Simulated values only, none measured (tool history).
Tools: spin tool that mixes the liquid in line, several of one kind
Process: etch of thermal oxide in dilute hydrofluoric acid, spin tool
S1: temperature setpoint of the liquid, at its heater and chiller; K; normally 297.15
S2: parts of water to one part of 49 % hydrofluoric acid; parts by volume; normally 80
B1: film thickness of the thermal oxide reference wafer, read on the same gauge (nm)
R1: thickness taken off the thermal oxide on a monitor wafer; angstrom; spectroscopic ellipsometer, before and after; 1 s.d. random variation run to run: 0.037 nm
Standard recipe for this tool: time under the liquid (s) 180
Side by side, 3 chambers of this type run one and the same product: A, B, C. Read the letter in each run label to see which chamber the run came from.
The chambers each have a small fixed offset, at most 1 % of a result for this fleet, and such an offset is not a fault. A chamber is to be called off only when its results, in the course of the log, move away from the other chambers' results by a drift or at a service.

Run 1C, day 0.362: usual settings; B1 120.01. Result: R1 112.370 angstrom.
Run 2A, day 0.642: usual settings; B1 120.01. Result: R1 112.020 angstrom.
Run 3B, day 0.854: usual settings; B1 119.97. Result: R1 112.300 angstrom.
Run 4C, day 1.104: usual settings; B1 119.99. Result: R1 112.520 angstrom.
Run 5B, day 1.383: usual settings; B1 119.99. Result: R1 112.080 angstrom.
Run 6A, day 1.592: usual settings; B1 119.97. Result: R1 112.440 angstrom.
Run 7A, day 1.912: usual settings; B1 120.02. Result: R1 112.390 angstrom.
Run 8B, day 2.250: usual settings but S1 300.15 K; B1 120.00. Result: R1 126.290 angstrom.
Run 9C, day 2.492: usual settings but S1 300.15 K; B1 120.01. Result: R1 127.320 angstrom.
Run 10B, day 2.742: usual settings but S1 300.15 K; B1 120.01. Result: R1 125.990 angstrom.
Run 11A, day 3.092: usual settings; B1 119.98. Result: R1 112.270 angstrom.
Run 12C, day 3.496: usual settings; B1 120.00. Result: R1 114.010 angstrom.
Run 13C, day 3.746: usual settings; B1 119.99. Result: R1 113.260 angstrom.
Run 14B, day 4.096: usual settings but time under the liquid (s) 85; B1 120.02. Result: R1 53.073 angstrom.
Run 15A, day 4.483: usual settings but time under the liquid (s) 85; B1 119.96. Result: R1 52.964 angstrom.
Run 16A, day 4.700: usual settings but time under the liquid (s) 85; B1 120.03. Result: R1 53.166 angstrom.
Run 17C, day 5.025: usual settings; B1 120.00. Result: R1 114.670 angstrom.
Run 18B, day 5.354: usual settings but S2 105 parts by volume, time under the liquid (s) 265; B1 119.98. Result: R1 121.090 angstrom.
At day 5.538: chamber C: hydrofluoric acid flow meter replaced.
Run 19A, day 5.721: usual settings but S2 105 parts by volume, time under the liquid (s) 265; B1 120.02. Result: R1 120.700 angstrom.
Run 20C, day 5.988: usual settings but S2 105 parts by volume, time under the liquid (s) 265; B1 119.99. Result: R1 124.930 angstrom.
Run 21B, day 6.183: usual settings; B1 119.98. Result: R1 112.360 angstrom.
Run 22B, day 6.458: usual settings but S1 295.15 K, time under the liquid (s) 95; B1 120.01. Result: R1 54.848 angstrom.
Run 23A, day 6.817: usual settings but S1 295.15 K, time under the liquid (s) 95; B1 119.99. Result: R1 54.533 angstrom.
Run 24C, day 7.171: usual settings but S1 295.15 K, time under the liquid (s) 95; B1 120.02. Result: R1 56.172 angstrom.
Run 25A, day 7.488: usual settings; B1 119.97. Result: R1 112.350 angstrom.

Decide between three cases: one chamber stands off from its peers, the gauge reading all wafers drifts, or nothing is wrong past each chamber's small offset. Where a chamber is off, say which and what most likely put it there.

It is chamber C that slowly wanders off from its peers.
Likeliest cause: liquid hotter than its thermometer reads (K) = 0.673.

Chamber C could run next with any of the 4 candidate recipes listed below; each alters the usual settings, and their results appear as question marks. Which one brings its results back in line with what the other chambers deliver on the usual settings?
In line means no further than this from the other chambers' mean on the usual settings: R1 1.300 angstrom
Run 26C-1, day 7.779: usual settings but time under the liquid (s) 175. Result: R1 ?.
Run 26C-2, day 7.779: usual settings but S1 295.65 K. Result: R1 ?.
Run 26C-3, day 7.779: usual settings but time under the liquid (s) 190. Result: R1 ?.
Run 26C-4, day 7.779: usual settings but time under the liquid (s) 185. Result: R1 ?.

Mean of the other chambers on the usual settings: R1 112.190 angstrom
  run       R1
26C-1  112.430
26C-2  108.780
26C-3  122.070
26C-4  118.860
With 26C-1, the chamber falls back in line with the rest.
